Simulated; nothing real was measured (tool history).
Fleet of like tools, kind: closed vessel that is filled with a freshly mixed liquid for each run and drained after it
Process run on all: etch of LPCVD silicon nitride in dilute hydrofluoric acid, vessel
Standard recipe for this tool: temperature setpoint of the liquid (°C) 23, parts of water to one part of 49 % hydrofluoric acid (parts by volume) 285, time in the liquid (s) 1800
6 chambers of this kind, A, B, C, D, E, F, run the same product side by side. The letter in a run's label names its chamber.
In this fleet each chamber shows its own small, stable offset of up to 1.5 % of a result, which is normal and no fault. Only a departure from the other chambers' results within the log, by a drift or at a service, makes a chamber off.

| run | hour | temperature setpoint of the liquid (°C) | parts of water to one part of 49 % hydrofluoric acid (parts by volume) | time in the liquid (s) | read-back film thickness of the LPCVD silicon nitride reference wafer, read on the same gauge (nm) | thickness taken off the LPCVD silicon nitride on a monitor wafer (nm) |
|---|---|---|---|---|---|---|
| 1B | 4.9 | 23 | 285 | 1800 | 39.989 | 3.0511 |
| 2D | 15.5 | 23 | 285 | 1800 | 39.981 | 3.1469 |
| 3F | 26.1 | 23 | 285 | 1800 | 39.991 | 3.0871 |
| 4C | 34.4 | 23 | 285 | 1800 | 40.003 | 3.0599 |
| 5A | 41.5 | 23 | 285 | 1800 | 39.977 | 3.0735 |
| 6E | 47.2 | 23 | 285 | 1800 | 40.01 | 3.0936 |
| 7C | 54.2 | 23 | 220 | 1800 | 40.016 | 4.1154 |
| 8F | 63 | 23 | 220 | 1800 | 39.983 | 4.048 |
| 9E | 71.3 | 23 | 220 | 1800 | 39.987 | 4.009 |
| 10D | 80.9 | 23 | 220 | 1800 | 39.989 | 3.996 |
| 11B | 87.4 | 23 | 220 | 1800 | 39.992 | 3.9606 |
| 12A | 97.1 | 23 | 220 | 1800 | 39.981 | 4.0808 |
| 13B | 107.5 | 23 | 285 | 1800 | 39.991 | 3.0836 |
| 14E | 117.9 | 23 | 285 | 1800 | 39.982 | 3.0492 |
| 15F | 128.3 | 23 | 285 | 1800 | 40.012 | 3.1721 |
| 16A | 134.1 | 23 | 285 | 2820 | 40.008 | 4.8916 |
| 17D | 145.3 | 23 | 285 | 2820 | 39.999 | 4.8561 |
| 18C | 153.8 | 23 | 285 | 2820 | 39.991 | 4.9423 |
| 19D | 162.8 | 23 | 285 | 2820 | 39.988 | 4.9183 |
| 20A | 168.8 | 23 | 285 | 2820 | 39.991 | 4.8459 |
|  | 177.5 | chamber A: thermometer replaced |
| 21F | 177.8 | 23 | 285 | 2820 | 39.983 | 4.9105 |
| 22C | 188.3 | 23 | 285 | 1800 | 40.04 | 3.062 |
| 23E | 194.7 | 23 | 285 | 1800 | 40.01 | 3.11 |
| 24B | 202.6 | 23 | 285 | 1800 | 40.019 | 2.9471 |
| 25E | 210.5 | 23 | 340 | 2430 | 40.016 | 3.4941 |
| 26B | 221 | 23 | 340 | 2430 | 40.011 | 3.2129 |
| 27A | 226.1 | 23 | 340 | 2430 | 39.996 | 3.5548 |
| 28F | 231 | 23 | 340 | 2430 | 40.04 | 3.5293 |
| 29C | 241.7 | 23 | 340 | 2430 | 39.999 | 3.503 |
| 30D | 250.4 | 23 | 340 | 2430 | 39.978 | 3.5451 |
| 31C | 257.8 | 23 | 285 | 1800 | 39.997 | 3.1018 |
| 32F | 265.6 | 23 | 285 | 1800 | 40.04 | 3.0972 |
| 33E | 271.6 | 23 | 285 | 1800 | 39.994 | 3.0866 |
| 34A | 277 | 23 | 285 | 1800 | 39.978 | 3.0222 |
| 35D | 287.5 | 23 | 285 | 1800 | 40.048 | 3.109 |
| 36B | 295.1 | 23 | 285 | 1800 | 40.013 | 2.8432 |
| 37F | 303.6 | 23 | 285 | 1800 | 39.985 | 3.0597 |
| 38A | 314.4 | 23 | 285 | 1800 | 40.009 | 3.0641 |
| 39C | 320.2 | 23 | 285 | 1800 | 39.984 | 3.1214 |

The same settings go to every chamber for the next run, one line per chamber below. Forecast the results for each:
| 40A | 328.2 | 23 | 285 | 1800 |  | ? |
| 40B | 328.2 | 23 | 285 | 1800 |  | ? |
| 40C | 328.2 | 23 | 285 | 1800 |  | ? |
| 40D | 328.2 | 23 | 285 | 1800 |  | ? |
| 40E | 328.2 | 23 | 285 | 1800 |  | ? |
| 40F | 328.2 | 23 | 285 | 1800 |  | ? |

| run | thickness taken off the LPCVD silicon nitride on a monitor wafer (nm) |
|---|---|
| 40A | 3.1291 |
| 40B | 2.7232 |
| 40C | 3.1516 |
| 40D | 3.1913 |
| 40E | 3.031 |
| 40F | 3.0859 |
